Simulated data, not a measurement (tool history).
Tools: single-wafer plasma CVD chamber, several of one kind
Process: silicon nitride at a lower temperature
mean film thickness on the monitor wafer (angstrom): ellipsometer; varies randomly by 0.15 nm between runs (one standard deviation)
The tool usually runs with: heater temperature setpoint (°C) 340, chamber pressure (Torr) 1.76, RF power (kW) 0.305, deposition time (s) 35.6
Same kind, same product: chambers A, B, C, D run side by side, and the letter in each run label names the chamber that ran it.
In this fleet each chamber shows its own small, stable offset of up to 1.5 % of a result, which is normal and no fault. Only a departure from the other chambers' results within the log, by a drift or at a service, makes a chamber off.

run	hour	heater temperature setpoint (°C)	chamber pressure (Torr)	RF power (kW)	deposition time (s)	hours since the last thermocouple change	hours since the last RF generator calibration	hours since the last manometer calibration	read-back reference wafer on the same gauge, thickness_nm	mean film thickness on the monitor wafer (angstrom)
1B	8.2	340	1.76	0.305	35.6	992.7	584.3	2370.7	40.123	433.19
2D	18.6	340	1.76	0.305	35.6	283.8	577.2	660.3	40.114	435.3
3C	26	340	1.76	0.305	35.6	105	231.5	799.9	40.087	441.05
4A	35.8	340	1.76	0.305	35.6	125.5	1365.4	538.2	40.091	438.5
5A	40.8	340	1.76	0.305	35.6	130.5	1370.4	543.2	40.107	436.52
6D	49.4	340	1.76	0.305	35.6	314.6	608	691.1	40.097	436.02
7B	54.7	340	1.76	0.305	35.6	1039.2	630.8	2417.2	40.111	435.69
8C	60.5	340	1.76	0.305	35.6	139.5	266	834.4	40.086	437.78
9D	65.5	340	1.76	0.305	35.6	330.7	624.1	707.2	40.067	436.59
10C	73.3	340	1.76	0.305	35.6	152.3	278.8	847.2	40.133	441.36
11B	82	340	1.95	0.345	35.6	1066.5	658.1	2444.5	40.069	481.6
12A	89.8	340	1.95	0.345	35.6	179.5	1419.4	592.2	40.072	488.93
13B	98.4	340	1.95	0.345	35.6	1082.9	674.5	2460.9	40.095	483.67
14D	106.4	340	1.95	0.345	35.6	371.6	665	748.1	40.107	488.81
# hour 108.9: chamber B: capacitance manometer re-zeroed and calibrated
15A	112.9	340	1.76	0.305	35.6	202.6	1442.5	615.3	40.096	437.41
16C	117.6	340	1.76	0.305	35.6	196.6	323.1	891.5	40.09	439.67
17C	122.8	340	1.76	0.305	35.6	201.8	328.3	896.7	40.076	440.91
18D	130.6	340	1.76	0.305	35.6	395.8	689.2	772.3	40.078	436.67
19B	138.6	340	1.76	0.305	35.6	1123.1	714.7	29.8	40.112	425.89
20A	148	340	1.76	0.305	35.6	237.7	1477.6	650.4	40.085	437.67
21B	157.6	340	1.76	0.305	35.6	1142.1	733.7	48.8	40.115	423.13
22D	167	340	1.76	0.285	40.3	432.2	725.6	808.7	40.099	469.94
23A	172.4	340	1.76	0.285	40.3	262.1	1502	674.8	40.077	472.38
24C	182.5	340	1.76	0.285	40.3	261.5	388	956.4	40.091	475.86
25A	188.7	340	1.76	0.285	40.3	278.4	1518.3	691.1	40.074	471.73
26C	198.1	340	1.76	0.305	35.6	277.1	403.6	972	40.083	439.28

All 4 chambers run these settings next. Forecast each chamber's results:
27A	205.7	340	1.99	0.305	35.6					?
27B	205.7	340	1.99	0.305	35.6					?
27C	205.7	340	1.99	0.305	35.6					?
27D	205.7	340	1.99	0.305	35.6					?

run	mean film thickness on the monitor wafer (angstrom)
27A	451.51
27B	440.32
27C	453.92
27D	451.32
